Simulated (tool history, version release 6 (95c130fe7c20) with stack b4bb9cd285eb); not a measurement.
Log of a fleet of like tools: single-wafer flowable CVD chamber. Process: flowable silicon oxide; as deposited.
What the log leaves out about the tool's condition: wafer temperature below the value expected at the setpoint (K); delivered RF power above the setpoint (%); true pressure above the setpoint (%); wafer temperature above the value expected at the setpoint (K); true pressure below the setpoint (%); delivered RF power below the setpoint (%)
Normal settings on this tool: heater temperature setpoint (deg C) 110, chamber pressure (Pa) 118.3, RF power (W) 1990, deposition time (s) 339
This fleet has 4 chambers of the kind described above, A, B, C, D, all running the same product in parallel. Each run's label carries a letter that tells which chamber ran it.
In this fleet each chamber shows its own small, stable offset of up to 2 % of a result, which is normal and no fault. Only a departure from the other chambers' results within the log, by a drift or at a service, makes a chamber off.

run,hour,heater temperature setpoint (deg C),chamber pressure (Pa),RF power (W),deposition time (s),hours since the last thermocouple change,hours since the last RF generator calibration,hours since the last manometer calibration,"read-back reference wafer on the same gauge, thickness_nm",mean film thickness on the monitor wafer (nm)
1C,6.7,110,118.3,1990,339,950.1,587.0,1169.9,182.80,172.23
2B,15.5,110,118.3,1990,339,1133.5,1001.3,779.8,182.92,169.21
3D,28.6,110,118.3,1990,339,1019.2,1100.0,1166.7,182.85,166.30
4A,38.9,110,118.3,1990,339,930.3,1221.7,200.7,182.86,167.36
5A,48.4,104,118.3,1990,339,939.8,1231.2,210.2,183.06,202.68
6C,61.3,104,118.3,1990,339,1004.7,641.6,1224.5,182.88,209.43
7D,68.2,104,118.3,1990,339,1058.8,1139.6,1206.3,183.07,205.35
8B,75.3,104,118.3,1990,339,1193.3,1061.1,839.6,183.20,204.84
9C,85.6,110,118.3,1990,339,1029.0,665.9,1248.8,183.03,171.36
10B,96.5,110,118.3,1990,339,1214.5,1082.3,860.8,183.04,169.63
11D,106.6,110,118.3,1990,339,1097.2,1178.0,1244.7,182.88,167.86
# hour 112.5: chamber C: capacitance manometer re-zeroed and calibrated
12A,114.3,110,118.3,1990,339,1005.7,1297.1,276.1,182.92,165.97
13D,122.2,110,118.3,1990,339,1112.8,1193.6,1260.3,182.77,167.80
14B,129.2,110,118.3,1990,339,1247.2,1115.0,893.5,182.85,168.22
15C,141.5,110,118.3,1990,339,1084.9,721.8,29.0,182.81,171.71
16A,153.7,110,118.3,1990,339,1045.1,1336.5,315.5,183.03,166.40
17A,164.0,110,142.8,1990,339,1055.4,1346.8,325.8,183.02,210.05
# hour 166.7: chamber B: thermocouple changed; heater temperature recalibrated
18B,176.7,110,142.8,1990,339,10.1,1162.5,941.0,183.12,208.63
19D,182.5,110,142.8,1990,339,1173.1,1253.9,1320.6,182.81,211.94
20C,192.7,110,142.8,1990,339,1136.1,773.0,80.2,182.94,217.27
# hour 198.0: chamber B: RF generator calibrated
21C,203.3,110,118.3,1990,339,1146.7,783.6,90.8,182.98,171.44
22D,209.8,110,118.3,1990,339,1200.4,1281.2,1347.9,182.98,167.36
23B,219.2,110,118.3,1990,339,52.6,21.2,983.5,182.81,165.54
24A,225.2,110,118.3,1990,339,1116.6,1408.0,387.0,183.02,165.43
25D,234.4,110,118.3,1990,339,1225.0,1305.8,1372.5,182.71,168.26
26B,242.2,110,118.3,1990,339,75.6,44.2,1006.5,182.78,165.27
27C,253.4,110,118.3,1990,339,1196.8,833.7,140.9,182.86,170.42
28A,263.9,110,118.3,1990,339,1155.3,1446.7,425.7,182.93,167.22
29C,273.5,110,118.3,1990,339,1216.9,853.8,161.0,183.24,172.85
30D,285.6,110,118.3,1990,339,1276.2,1357.0,1423.7,183.10,168.61
31A,297.7,110,118.3,1990,274,1189.1,1480.5,459.5,183.21,134.66
32B,307.7,110,118.3,1990,274,141.1,109.7,1072.0,182.94,130.28
33C,319.0,110,118.3,1990,274,1262.4,899.3,206.5,182.93,138.07
34B,329.9,110,118.3,1990,274,163.3,131.9,1094.2,182.84,129.12
35D,336.3,110,118.3,1990,339,1326.9,1407.7,1474.4,183.11,167.25
36A,345.1,110,118.3,1990,339,1236.5,1527.9,506.9,183.00,168.33
37C,354.3,110,118.3,1990,339,1297.7,934.6,241.8,182.83,170.92

Next, every chamber runs the same settings. What will each give?
38A,363.7,110,118.3,1990,339,,,,,?
38B,363.7,110,118.3,1990,339,,,,,?
38C,363.7,110,118.3,1990,339,,,,,?
38D,363.7,110,118.3,1990,339,,,,,?

run,mean film thickness on the monitor wafer (nm)
38A,168.77
38B,159.98
38C,171.48
38D,167.59

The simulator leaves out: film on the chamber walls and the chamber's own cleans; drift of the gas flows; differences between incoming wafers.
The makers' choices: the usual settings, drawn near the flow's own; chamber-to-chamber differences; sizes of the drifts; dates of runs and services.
